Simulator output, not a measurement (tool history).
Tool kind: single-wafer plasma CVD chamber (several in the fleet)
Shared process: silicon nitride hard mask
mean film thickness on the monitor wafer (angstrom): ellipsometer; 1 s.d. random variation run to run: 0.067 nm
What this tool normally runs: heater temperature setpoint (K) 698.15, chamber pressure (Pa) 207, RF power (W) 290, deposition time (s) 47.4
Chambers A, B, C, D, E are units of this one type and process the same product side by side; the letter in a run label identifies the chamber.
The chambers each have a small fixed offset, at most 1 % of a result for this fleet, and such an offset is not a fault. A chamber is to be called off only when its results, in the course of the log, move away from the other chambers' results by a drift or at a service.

run	hour	heater temperature setpoint (K)	chamber pressure (Pa)	RF power (W)	deposition time (s)	read-back reference wafer on the same gauge, thickness_nm	mean film thickness on the monitor wafer (angstrom)
1D	5.8	698.15	207	290	47.4	55.504	522.60
2E	16.6	698.15	207	290	47.4	55.517	519.76
3A	22.6	698.15	207	290	47.4	55.509	526.16
4B	32.2	698.15	207	290	47.4	55.506	525.68
5C	44.0	698.15	207	290	47.4	55.556	522.79
6E	51.6	698.15	207	290	47.4	55.568	521.88
7C	59.2	698.15	207	290	47.4	55.568	523.06
8A	65.7	698.15	207	290	47.4	55.564	526.14
9B	75.4	698.15	207	290	47.4	55.594	525.95
10D	83.8	698.15	207	290	47.4	55.598	522.83
11B	91.6	698.15	207	290	47.4	55.593	527.20
12A	101.7	698.15	207	290	47.4	55.602	527.30
13C	107.5	698.15	207	290	47.4	55.625	523.42
14E	114.3	698.15	207	290	47.4	55.617	521.81
15D	123.8	698.15	207	290	47.4	55.638	523.35
16B	132.1	698.15	207	290	41.7	55.637	462.62
17C	144.4	698.15	207	290	41.7	55.663	460.68
18D	155.8	698.15	207	290	41.7	55.677	461.53
19E	164.9	698.15	207	290	41.7	55.668	459.18
20A	176.4	698.15	207	290	41.7	55.686	462.76
21A	187.9	698.15	163	290	47.4	55.700	489.88
# hour 190.9: chamber C: RF generator calibrated
22B	198.6	698.15	163	290	47.4	55.714	490.98
# hour 201.6: chamber E: thermocouple changed; heater temperature recalibrated
23E	209.5	698.15	163	290	47.4	55.707	485.29
24D	218.7	698.15	163	290	47.4	55.741	488.53
25C	224.9	698.15	163	290	47.4	55.728	486.90
26A	234.7	709.15	207	290	47.4	55.746	524.98
27E	245.9	709.15	207	290	47.4	55.772	520.57
28B	256.4	709.15	207	290	47.4	55.770	526.01
29C	263.5	709.15	207	290	47.4	55.786	521.95
30D	272.6	709.15	207	290	47.4	55.801	523.21

All 5 chambers run these settings next. Forecast each chamber's results:
31A	281.5	692.15	207	290	47.4		?
31B	281.5	692.15	207	290	47.4		?
31C	281.5	692.15	207	290	47.4		?
31D	281.5	692.15	207	290	47.4		?
31E	281.5	692.15	207	290	47.4		?

run	mean film thickness on the monitor wafer (angstrom)
31A	530.35
31B	530.49
31C	526.41
31D	527.50
31E	524.26
